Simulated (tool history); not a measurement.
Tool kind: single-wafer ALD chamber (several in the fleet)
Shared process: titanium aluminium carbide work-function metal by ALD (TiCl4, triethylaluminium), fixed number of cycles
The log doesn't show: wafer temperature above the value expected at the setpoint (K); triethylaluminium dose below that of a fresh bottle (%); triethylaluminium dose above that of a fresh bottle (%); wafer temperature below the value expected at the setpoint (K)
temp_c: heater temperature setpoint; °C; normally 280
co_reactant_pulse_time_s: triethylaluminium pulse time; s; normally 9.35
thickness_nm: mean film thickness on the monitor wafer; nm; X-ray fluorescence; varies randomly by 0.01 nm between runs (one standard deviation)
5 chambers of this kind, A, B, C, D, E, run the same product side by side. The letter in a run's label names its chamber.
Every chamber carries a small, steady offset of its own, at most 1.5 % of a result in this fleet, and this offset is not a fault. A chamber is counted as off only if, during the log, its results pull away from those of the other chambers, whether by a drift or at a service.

run,hour,temp_c,co_reactant_pulse_time_s,hours since the last thermocouple change,hours since the last triethylaluminium bottle change,"read-back reference wafer on the same gauge, thickness_nm",thickness_nm
1C,10.6,280,9.35,1069.3,785.3,1.8373,1.8343
2E,25.6,280,9.35,294.2,230.8,1.8395,1.8046
3D,41.4,280,9.35,555.3,245.4,1.8418,1.8139
4A,50.1,280,9.35,993.8,506.6,1.8411,1.8184
5B,62.7,280,9.35,273.1,416.6,1.8381,1.8255
6C,70.5,280,9.35,1129.2,845.2,1.84,1.8194
7E,86.1,280,9.35,354.7,291.3,1.8393,1.7996
8A,100.3,280,9.35,1044,556.8,1.8425,1.8334
9B,113,280,9.35,323.4,466.9,1.8391,1.7987
10D,123.2,280,9.35,637.1,327.2,1.8384,1.7878
# hour 124: chamber A: thermocouple changed; heater temperature recalibrated
11B,133.6,280,9.35,344,487.5,1.8397,1.7999
12E,140.9,280,9.35,409.5,346.1,1.8398,1.7912
13D,151.6,280,9.35,665.5,355.6,1.8396,1.8098
14A,161.3,280,9.35,37.3,617.8,1.8395,1.8251
15C,174,280,12,1232.7,948.7,1.8381,1.8574
16B,183.5,280,12,393.9,537.4,1.841,1.8323
17C,196.6,280,12,1255.3,971.3,1.8406,1.8513
18A,211.7,280,12,87.7,668.2,1.8379,1.8677
19D,225.9,280,12,739.8,429.9,1.8443,1.8373
20E,236.2,280,9.35,504.8,441.4,1.8425,1.7687
21D,246.6,280,9.35,760.5,450.6,1.8403,1.776
22A,262.4,280,9.35,138.4,718.9,1.8394,1.822
23E,275,280,9.35,543.6,480.2,1.8397,1.7536
24B,290.6,280,9.35,501,644.5,1.8416,1.7988
25C,302.5,280,9.35,1361.2,1077.2,1.8404,1.8263
# hour 315: chamber B: triethylaluminium bottle replaced
26B,315.9,280,9.35,526.3,1,1.8386,1.8003
27A,324.6,280,9.35,200.6,781.1,1.8428,1.8102
28D,338.1,280,9.35,852,542.1,1.8392,1.8088
29E,348.3,280,5.9,616.9,553.5,1.8418,1.5428
30C,355.9,280,5.9,1414.6,1130.6,1.839,1.6405
31C,367.7,280,5.9,1426.4,1142.4,1.8381,1.6366
32B,381.8,280,5.9,592.2,66.9,1.8385,1.6372
33E,391.2,280,5.9,659.8,596.4,1.8414,1.5377
34A,406.4,280,9.35,282.4,862.9,1.8397,1.8271
35D,414,280,9.35,927.9,618,1.8422,1.8016
36B,422.6,280,9.35,633,107.7,1.8395,1.8109
37E,434.5,280,9.35,703.1,639.7,1.8429,1.7336
38A,449.6,280,9.35,325.6,906.1,1.8384,1.7928
39C,464.2,280,9.35,1522.9,1238.9,1.8369,1.8092
40D,473.5,280,9.35,987.4,677.5,1.8385,1.8106
41A,485.9,280,9.35,361.9,942.4,1.8419,1.826
42E,498.8,280,9.35,767.4,704,1.8396,1.7381
43B,512.5,280,9.35,722.9,197.6,1.8394,1.8123

Which is it: a chamber that has drifted or been left off by a service, a gauge drift common to all chambers, or only each chamber's usual small offset? If a chamber is off, name it and its likeliest cause.

Chamber E drifts away from the others.
What lies behind it: triethylaluminium dose below that of a fresh bottle (%) = 22.1.

Here are 4 candidates for chamber E's next run, each the usual settings with a change, their results left as question marks. Which one brings its results back in line with what the others give on the usual settings?
A result is in line if it is within this distance of the other chambers' mean on the usual settings: thickness_nm 0.036 nm
44E-1,524.3,280,7.63,,,,?
44E-2,524.3,274,7.33,,,,?
44E-3,524.3,289,12.05,,,,?
44E-4,524.3,284,10.57,,,,?

The other chambers' mean on the usual settings: thickness_nm 1.8079 nm
run,thickness_nm
44E-1,1.6333
44E-2,1.5676
44E-3,1.8769
44E-4,1.7977
Change 44E-4 lands the chamber within the allowed miss of the other chambers.
